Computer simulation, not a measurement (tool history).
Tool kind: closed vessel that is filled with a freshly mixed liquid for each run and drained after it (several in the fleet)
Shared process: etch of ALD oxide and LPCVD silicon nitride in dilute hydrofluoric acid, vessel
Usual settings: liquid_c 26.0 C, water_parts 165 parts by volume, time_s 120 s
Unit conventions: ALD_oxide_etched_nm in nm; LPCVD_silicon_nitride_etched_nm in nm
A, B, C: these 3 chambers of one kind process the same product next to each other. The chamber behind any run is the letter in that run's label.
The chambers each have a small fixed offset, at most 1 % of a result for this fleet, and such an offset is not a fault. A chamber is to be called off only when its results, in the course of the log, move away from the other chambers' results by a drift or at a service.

run,hour,liquid_c,water_parts,time_s,"read-back film thickness of the ALD oxide reference wafer, read on the same gauge (nm)","read-back film thickness of the LPCVD silicon nitride reference wafer, read on the same gauge (nm)",ALD_oxide_etched_nm,LPCVD_silicon_nitride_etched_nm
1C,4.4,26.0,165,120,70.005,39.983,10.2180,0.35996
2B,10.5,26.0,165,120,69.968,39.990,10.3040,0.33447
3A,19.6,26.0,165,120,70.022,39.998,10.3730,0.33279
4A,25.3,26.0,165,120,70.010,39.972,10.2830,0.38327
5C,32.8,26.0,165,120,70.021,40.035,10.2510,0.35146
6B,37.9,26.0,165,120,70.013,40.012,10.3390,0.36537
7B,43.0,26.0,165,70,69.999,40.041,6.0528,0.19985
8A,47.9,26.0,165,70,70.008,39.953,6.0182,0.21776
9C,54.5,26.0,165,70,69.976,39.991,5.9740,0.21104
10A,63.1,26.0,165,120,70.027,40.007,10.1900,0.40835
11C,72.0,26.0,165,120,70.009,40.007,10.3210,0.36508
12B,76.5,26.0,165,120,69.990,39.984,10.3270,0.39107
13A,82.1,26.0,165,120,70.014,39.989,10.2920,0.36368
14C,89.2,26.0,165,120,69.991,39.970,10.2900,0.35833
15B,96.9,26.0,165,120,70.011,39.981,10.3620,0.35539
16A,103.5,26.0,220,95,70.008,39.991,5.7114,0.22167
17C,111.8,26.0,220,95,70.020,39.966,5.7004,0.19601
18B,120.4,26.0,220,95,70.007,39.980,5.8579,0.24040
# hour 127.0: chamber C: thermometer replaced
19B,129.5,26.0,165,120,70.009,40.017,10.3630,0.38108
20A,137.5,26.0,165,120,69.999,39.986,10.3320,0.39066
21C,145.2,26.0,165,120,70.010,39.958,10.2510,0.38208
22B,150.8,26.0,165,120,69.983,39.956,10.4070,0.35030
23C,158.8,26.0,165,120,70.006,39.972,10.3170,0.35727
24A,167.0,26.0,165,155,69.984,40.021,13.2600,0.53067
25C,176.5,26.0,165,155,69.970,40.002,13.1700,0.44862
26A,185.6,26.0,165,155,69.994,40.048,13.3800,0.49345
27B,194.4,26.0,165,120,69.998,40.028,10.3710,0.40164
28B,199.2,26.0,130,120,69.982,40.025,13.8080,0.49989
29A,207.5,26.0,130,120,70.016,40.053,13.6190,0.51704
30C,211.8,26.0,130,120,69.999,40.039,13.5960,0.48186
31B,216.5,23.5,240,120,69.990,39.965,5.9855,0.19441
32C,222.7,23.5,240,120,70.012,39.983,5.8829,0.22146
33A,228.0,23.5,240,120,70.003,39.994,5.9776,0.19464
34A,234.1,26.0,165,120,69.986,39.963,10.2980,0.34913
35B,241.2,26.0,165,120,69.984,40.008,10.3360,0.36260
36C,250.5,26.0,165,120,70.028,39.971,10.2480,0.34461
37B,257.4,26.0,165,120,70.000,39.993,10.3730,0.41473
38A,265.9,26.0,165,120,69.992,39.925,10.2600,0.33996
39C,270.2,26.0,165,120,70.015,40.015,10.2660,0.34956
40C,276.9,26.0,165,120,70.003,39.985,10.2030,0.34045
41A,286.1,26.0,165,120,70.021,39.983,10.2880,0.32923
42B,295.5,26.0,165,120,69.996,39.998,10.4330,0.35835

Is one chamber out of step, is the gauge drifting, or do the chambers differ by no more than their own small offsets? For an off chamber, give its letter and the likeliest cause.

The fleet is healthy, with each chamber sitting at its usual small offset and no drift in the gauge.
